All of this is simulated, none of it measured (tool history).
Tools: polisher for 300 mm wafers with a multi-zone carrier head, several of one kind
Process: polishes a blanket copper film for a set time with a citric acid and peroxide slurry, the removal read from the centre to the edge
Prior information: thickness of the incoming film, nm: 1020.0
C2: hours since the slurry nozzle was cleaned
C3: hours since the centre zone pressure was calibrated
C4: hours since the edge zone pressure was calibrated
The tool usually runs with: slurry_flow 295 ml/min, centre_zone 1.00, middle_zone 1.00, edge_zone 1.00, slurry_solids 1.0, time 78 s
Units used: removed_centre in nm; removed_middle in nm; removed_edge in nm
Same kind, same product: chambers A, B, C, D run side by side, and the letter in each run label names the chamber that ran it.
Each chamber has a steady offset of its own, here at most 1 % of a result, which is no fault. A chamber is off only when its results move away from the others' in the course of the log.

-- day=0.146 chamber C: worn pad replaced by a new one
run 1C day=0.283 | slurry_flow=295 centre_zone=1.00 middle_zone=1.00 edge_zone=1.00 slurry_solids=1.0 time=78 | wafers_polished_on_this_pad=34 C2=538.1 C3=290.7 C4=12.4 | removed_centre=195.70 removed_middle=197.56 removed_edge=196.50
-- day=0.412 chamber A: edge zone pressure recalibrated
run 2A day=0.550 | slurry_flow=295 centre_zone=1.00 middle_zone=1.00 edge_zone=1.00 slurry_solids=1.0 time=78 | wafers_polished_on_this_pad=308 C2=576.3 C3=134.5 C4=3.3 | removed_centre=194.81 removed_middle=196.81 removed_edge=195.48
run 3B day=0.896 | slurry_flow=295 centre_zone=1.00 middle_zone=1.00 edge_zone=1.00 slurry_solids=1.0 time=78 | wafers_polished_on_this_pad=453 C2=188.2 C3=607.9 C4=42.2 | removed_centre=193.77 removed_middle=195.27 removed_edge=194.51
run 4D day=1.258 | slurry_flow=295 centre_zone=1.00 middle_zone=1.00 edge_zone=1.00 slurry_solids=1.0 time=78 | wafers_polished_on_this_pad=483 C2=155.1 C3=787.4 C4=175.0 | removed_centre=199.22 removed_middle=195.60 removed_edge=196.79
run 5B day=1.604 | slurry_flow=295 centre_zone=1.00 middle_zone=1.00 edge_zone=1.00 slurry_solids=1.0 time=78 | wafers_polished_on_this_pad=629 C2=205.2 C3=624.9 C4=59.2 | removed_centre=197.82 removed_middle=197.26 removed_edge=196.53
run 6D day=1.933 | slurry_flow=295 centre_zone=1.00 middle_zone=1.00 edge_zone=1.00 slurry_solids=1.0 time=90 | wafers_polished_on_this_pad=650 C2=171.3 C3=803.6 C4=191.2 | removed_centre=225.05 removed_middle=224.60 removed_edge=225.55
run 7A day=2.138 | slurry_flow=295 centre_zone=1.00 middle_zone=1.00 edge_zone=1.00 slurry_solids=1.0 time=90 | wafers_polished_on_this_pad=702 C2=614.4 C3=172.6 C4=41.4 | removed_centre=225.85 removed_middle=226.43 removed_edge=225.23
-- day=2.179 chamber D: worn pad replaced by a new one
run 8C day=2.354 | slurry_flow=295 centre_zone=1.00 middle_zone=1.00 edge_zone=1.00 slurry_solids=1.0 time=90 | wafers_polished_on_this_pad=548 C2=587.8 C3=340.4 C4=62.1 | removed_centre=225.56 removed_middle=226.42 removed_edge=226.39
run 9A day=2.608 | slurry_flow=295 centre_zone=1.00 middle_zone=1.00 edge_zone=1.00 slurry_solids=1.0 time=90 | wafers_polished_on_this_pad=819 C2=625.7 C3=183.9 C4=52.7 | removed_centre=222.98 removed_middle=227.33 removed_edge=225.58
run 10C day=2.838 | slurry_flow=295 centre_zone=1.00 middle_zone=1.00 edge_zone=1.00 slurry_solids=1.0 time=78 | wafers_polished_on_this_pad=669 C2=599.4 C3=352.0 C4=73.7 | removed_centre=193.89 removed_middle=198.15 removed_edge=199.96
run 11B day=3.267 | slurry_flow=295 centre_zone=1.00 middle_zone=1.00 edge_zone=1.00 slurry_solids=1.0 time=78 | wafers_polished_on_this_pad=1042 C2=245.1 C3=664.8 C4=99.1 | removed_centre=199.60 removed_middle=195.33 removed_edge=197.22
run 12D day=3.675 | slurry_flow=295 centre_zone=1.00 middle_zone=1.00 edge_zone=1.00 slurry_solids=1.0 time=78 | wafers_polished_on_this_pad=372 C2=213.1 C3=845.4 C4=233.0 | removed_centre=197.15 removed_middle=197.85 removed_edge=196.23
run 13B day=3.958 | slurry_flow=295 centre_zone=1.00 middle_zone=1.00 edge_zone=1.00 slurry_solids=1.0 time=78 | wafers_polished_on_this_pad=1214 C2=261.7 C3=681.4 C4=115.7 | removed_centre=196.29 removed_middle=197.83 removed_edge=194.94
run 14C day=4.188 | slurry_flow=255 centre_zone=1.11 middle_zone=1.00 edge_zone=1.00 slurry_solids=1.0 time=78 | wafers_polished_on_this_pad=1004 C2=631.8 C3=384.4 C4=106.1 | removed_centre=217.11 removed_middle=197.05 removed_edge=195.33
run 15A day=4.446 | slurry_flow=255 centre_zone=1.11 middle_zone=1.00 edge_zone=1.00 slurry_solids=1.0 time=78 | wafers_polished_on_this_pad=1275 C2=669.8 C3=228.0 C4=96.8 | removed_centre=213.10 removed_middle=193.78 removed_edge=192.52
run 16D day=4.692 | slurry_flow=255 centre_zone=1.11 middle_zone=1.00 edge_zone=1.00 slurry_solids=1.0 time=78 | wafers_polished_on_this_pad=625 C2=237.5 C3=869.8 C4=257.4 | removed_centre=213.88 removed_middle=192.05 removed_edge=194.74
-- day=4.771 chamber D: worn pad replaced by a new one
-- day=4.817 chamber B: worn pad replaced by a new one
-- day=5.000 chamber A: worn pad replaced by a new one
run 17D day=5.142 | slurry_flow=255 centre_zone=1.11 middle_zone=1.00 edge_zone=1.00 slurry_solids=1.0 time=78 | wafers_polished_on_this_pad=92 C2=248.3 C3=880.6 C4=268.2 | removed_centre=214.57 removed_middle=194.39 removed_edge=194.33
run 18B day=5.517 | slurry_flow=295 centre_zone=1.00 middle_zone=1.00 edge_zone=1.00 slurry_solids=1.0 time=78 | wafers_polished_on_this_pad=174 C2=299.1 C3=718.8 C4=153.1 | removed_centre=197.85 removed_middle=197.77 removed_edge=194.81
run 19A day=5.858 | slurry_flow=295 centre_zone=1.00 middle_zone=1.00 edge_zone=1.00 slurry_solids=1.0 time=78 | wafers_polished_on_this_pad=213 C2=703.7 C3=261.9 C4=130.7 | removed_centre=196.19 removed_middle=197.35 removed_edge=193.76
run 20C day=6.079 | slurry_flow=295 centre_zone=1.00 middle_zone=1.00 edge_zone=1.00 slurry_solids=1.0 time=78 | wafers_polished_on_this_pad=1474 C2=677.2 C3=429.8 C4=151.5 | removed_centre=194.32 removed_middle=195.52 removed_edge=198.59
run 21B day=6.325 | slurry_flow=295 centre_zone=1.00 middle_zone=1.00 edge_zone=1.00 slurry_solids=1.0 time=78 | wafers_polished_on_this_pad=375 C2=318.5 C3=738.2 C4=172.5 | removed_centre=200.81 removed_middle=196.98 removed_edge=199.14
-- day=6.333 chamber C: centre zone pressure recalibrated
-- day=6.354 chamber C: worn pad replaced by a new one
run 22D day=6.650 | slurry_flow=295 centre_zone=1.00 middle_zone=1.00 edge_zone=1.00 slurry_solids=1.0 time=78 | wafers_polished_on_this_pad=467 C2=284.5 C3=916.8 C4=304.4 | removed_centre=193.28 removed_middle=196.70 removed_edge=196.24
-- day=6.833 chamber C: slurry nozzle cleaned
run 23A day=6.862 | slurry_flow=390 centre_zone=1.00 middle_zone=1.00 edge_zone=1.11 slurry_solids=1.0 time=78 | wafers_polished_on_this_pad=463 C2=727.8 C3=286.0 C4=154.8 | removed_centre=196.96 removed_middle=202.81 removed_edge=213.25
run 24C day=7.308 | slurry_flow=390 centre_zone=1.00 middle_zone=1.00 edge_zone=1.11 slurry_solids=1.0 time=78 | wafers_polished_on_this_pad=237 C2=11.5 C3=23.5 C4=181.0 | removed_centre=199.67 removed_middle=201.08 removed_edge=210.16
-- day=7.646 chamber D: worn pad replaced by a new one
run 25A day=7.738 | slurry_flow=390 centre_zone=1.00 middle_zone=1.00 edge_zone=1.11 slurry_solids=1.0 time=78 | wafers_polished_on_this_pad=680 C2=748.8 C3=307.0 C4=175.8 | removed_centre=199.19 removed_middle=201.70 removed_edge=210.08
run 26D day=7.992 | slurry_flow=390 centre_zone=1.00 middle_zone=1.00 edge_zone=1.11 slurry_solids=1.0 time=78 | wafers_polished_on_this_pad=86 C2=316.7 C3=949.0 C4=336.6 | removed_centre=203.00 removed_middle=197.78 removed_edge=214.60
run 27C day=8.250 | slurry_flow=295 centre_zone=1.00 middle_zone=1.00 edge_zone=1.00 slurry_solids=1.0 time=78 | wafers_polished_on_this_pad=471 C2=34.1 C3=46.1 C4=203.6 | removed_centre=194.72 removed_middle=194.51 removed_edge=195.01
run 28B day=8.608 | slurry_flow=295 centre_zone=1.00 middle_zone=1.00 edge_zone=0.93 slurry_solids=1.0 time=78 | wafers_polished_on_this_pad=942 C2=373.3 C3=793.0 C4=227.3 | removed_centre=201.42 removed_middle=196.96 removed_edge=191.27
run 29A day=8.908 | slurry_flow=295 centre_zone=1.00 middle_zone=1.00 edge_zone=0.93 slurry_solids=1.0 time=78 | wafers_polished_on_this_pad=971 C2=776.9 C3=335.1 C4=203.9 | removed_centre=192.84 removed_middle=195.45 removed_edge=184.95
run 30B day=9.283 | slurry_flow=295 centre_zone=1.00 middle_zone=1.00 edge_zone=0.93 slurry_solids=1.0 time=78 | wafers_polished_on_this_pad=1110 C2=389.5 C3=809.2 C4=243.5 | removed_centre=204.01 removed_middle=197.17 removed_edge=187.93
run 31C day=9.500 | slurry_flow=295 centre_zone=1.00 middle_zone=1.00 edge_zone=0.93 slurry_solids=1.0 time=78 | wafers_polished_on_this_pad=781 C2=64.1 C3=76.1 C4=233.6 | removed_centre=193.67 removed_middle=196.66 removed_edge=188.51
run 32D day=9.767 | slurry_flow=295 centre_zone=1.00 middle_zone=1.00 edge_zone=1.00 slurry_solids=1.0 time=78 | wafers_polished_on_this_pad=527 C2=359.3 C3=991.6 C4=379.2 | removed_centre=195.03 removed_middle=196.15 removed_edge=195.13
run 33A day=10.108 | slurry_flow=295 centre_zone=1.00 middle_zone=1.00 edge_zone=1.00 slurry_solids=1.0 time=78 | wafers_polished_on_this_pad=1269 C2=805.7 C3=363.9 C4=232.7 | removed_centre=195.06 removed_middle=193.46 removed_edge=196.18
-- day=10.329 chamber D: worn pad replaced by a new one
run 34B day=10.554 | slurry_flow=295 centre_zone=1.07 middle_zone=0.90 edge_zone=1.00 slurry_solids=1.0 time=78 | wafers_polished_on_this_pad=1425 C2=420.0 C3=839.7 C4=274.0 | removed_centre=219.68 removed_middle=176.20 removed_edge=197.05
-- day=10.588 chamber B: worn pad replaced by a new one
run 35D day=10.912 | slurry_flow=295 centre_zone=1.07 middle_zone=0.90 edge_zone=1.00 slurry_solids=1.0 time=78 | wafers_polished_on_this_pad=145 C2=386.8 C3=1019.1 C4=406.7 | removed_centre=211.94 removed_middle=180.45 removed_edge=194.91
run 36C day=11.229 | slurry_flow=295 centre_zone=1.07 middle_zone=0.90 edge_zone=1.00 slurry_solids=1.0 time=78 | wafers_polished_on_this_pad=1211 C2=105.6 C3=117.6 C4=275.1 | removed_centre=210.64 removed_middle=178.61 removed_edge=197.78
-- day=11.450 chamber C: worn pad replaced by a new one
run 37A day=11.475 | slurry_flow=295 centre_zone=1.07 middle_zone=0.90 edge_zone=1.00 slurry_solids=1.0 time=78 | wafers_polished_on_this_pad=1609 C2=838.5 C3=396.7 C4=265.5 | removed_centre=209.97 removed_middle=177.83 removed_edge=198.84
run 38B day=11.742 | slurry_flow=295 centre_zone=1.00 middle_zone=1.00 edge_zone=1.00 slurry_solids=1.0 time=78 | wafers_polished_on_this_pad=287 C2=448.5 C3=868.2 C4=302.5 | removed_centre=204.45 removed_middle=196.01 removed_edge=197.24
run 39C day=12.079 | slurry_flow=295 centre_zone=1.00 middle_zone=0.92 edge_zone=1.00 slurry_solids=0.8 time=78 | wafers_polished_on_this_pad=156 C2=126.0 C3=138.0 C4=295.5 | removed_centre=188.86 removed_middle=174.48 removed_edge=186.37
run 40D day=12.533 | slurry_flow=295 centre_zone=1.00 middle_zone=0.92 edge_zone=1.00 slurry_solids=0.8 time=78 | wafers_polished_on_this_pad=548 C2=425.7 C3=1058.0 C4=445.6 | removed_centre=189.12 removed_middle=171.50 removed_edge=185.22
run 41D day=12.954 | slurry_flow=295 centre_zone=1.00 middle_zone=0.92 edge_zone=1.00 slurry_solids=0.8 time=78 | wafers_polished_on_this_pad=652 C2=435.8 C3=1068.1 C4=455.7 | removed_centre=183.63 removed_middle=171.87 removed_edge=188.61

Does one chamber stand apart from the rest, does the shared gauge drift, or is all well apart from small per-chamber offsets? Give the chamber and the most likely cause, where there is one.

Chamber B drifts away from the others.
Cause: centre zone's pressure above its setpoint, % = 5.33.

Here are 4 candidates for chamber B's next run, each the usual settings with a change, their results left as question marks. Which one brings its results back in line with what the others give on the usual settings?
A result is in line if it is within this distance of the other chambers' mean on the usual settings: removed_centre 5.20 nm; removed_middle 5.70 nm; removed_edge 6.20 nm
run 42B-1 day=13.279 | slurry_flow=295 centre_zone=1.01 middle_zone=1.00 edge_zone=1.00 slurry_solids=1.0 time=78 | removed_centre=? removed_middle=? removed_edge=?
run 42B-2 day=13.279 | slurry_flow=300 centre_zone=1.04 middle_zone=0.99 edge_zone=0.99 slurry_solids=1.0 time=79 | removed_centre=? removed_middle=? removed_edge=?
run 42B-3 day=13.279 | slurry_flow=290 centre_zone=0.96 middle_zone=1.01 edge_zone=1.01 slurry_solids=1.0 time=77 | removed_centre=? removed_middle=? removed_edge=?
run 42B-4 day=13.279 | slurry_flow=295 centre_zone=0.99 middle_zone=1.00 edge_zone=1.00 slurry_solids=1.0 time=78 | removed_centre=? removed_middle=? removed_edge=?

The mean the other chambers reach with the usual settings: removed_centre 195.02 nm; removed_middle 196.36 nm; removed_edge 195.90 nm
run=42B-1 removed_centre=209.87 removed_middle=195.84 removed_edge=195.12
run=42B-2 removed_centre=219.83 removed_middle=196.84 removed_edge=196.87
run=42B-3 removed_centre=195.63 removed_middle=194.80 removed_edge=193.33
run=42B-4 removed_centre=205.33 removed_middle=195.86 removed_edge=195.12
The answer is 42B-3, which returns the chamber to within the allowed miss of the others.
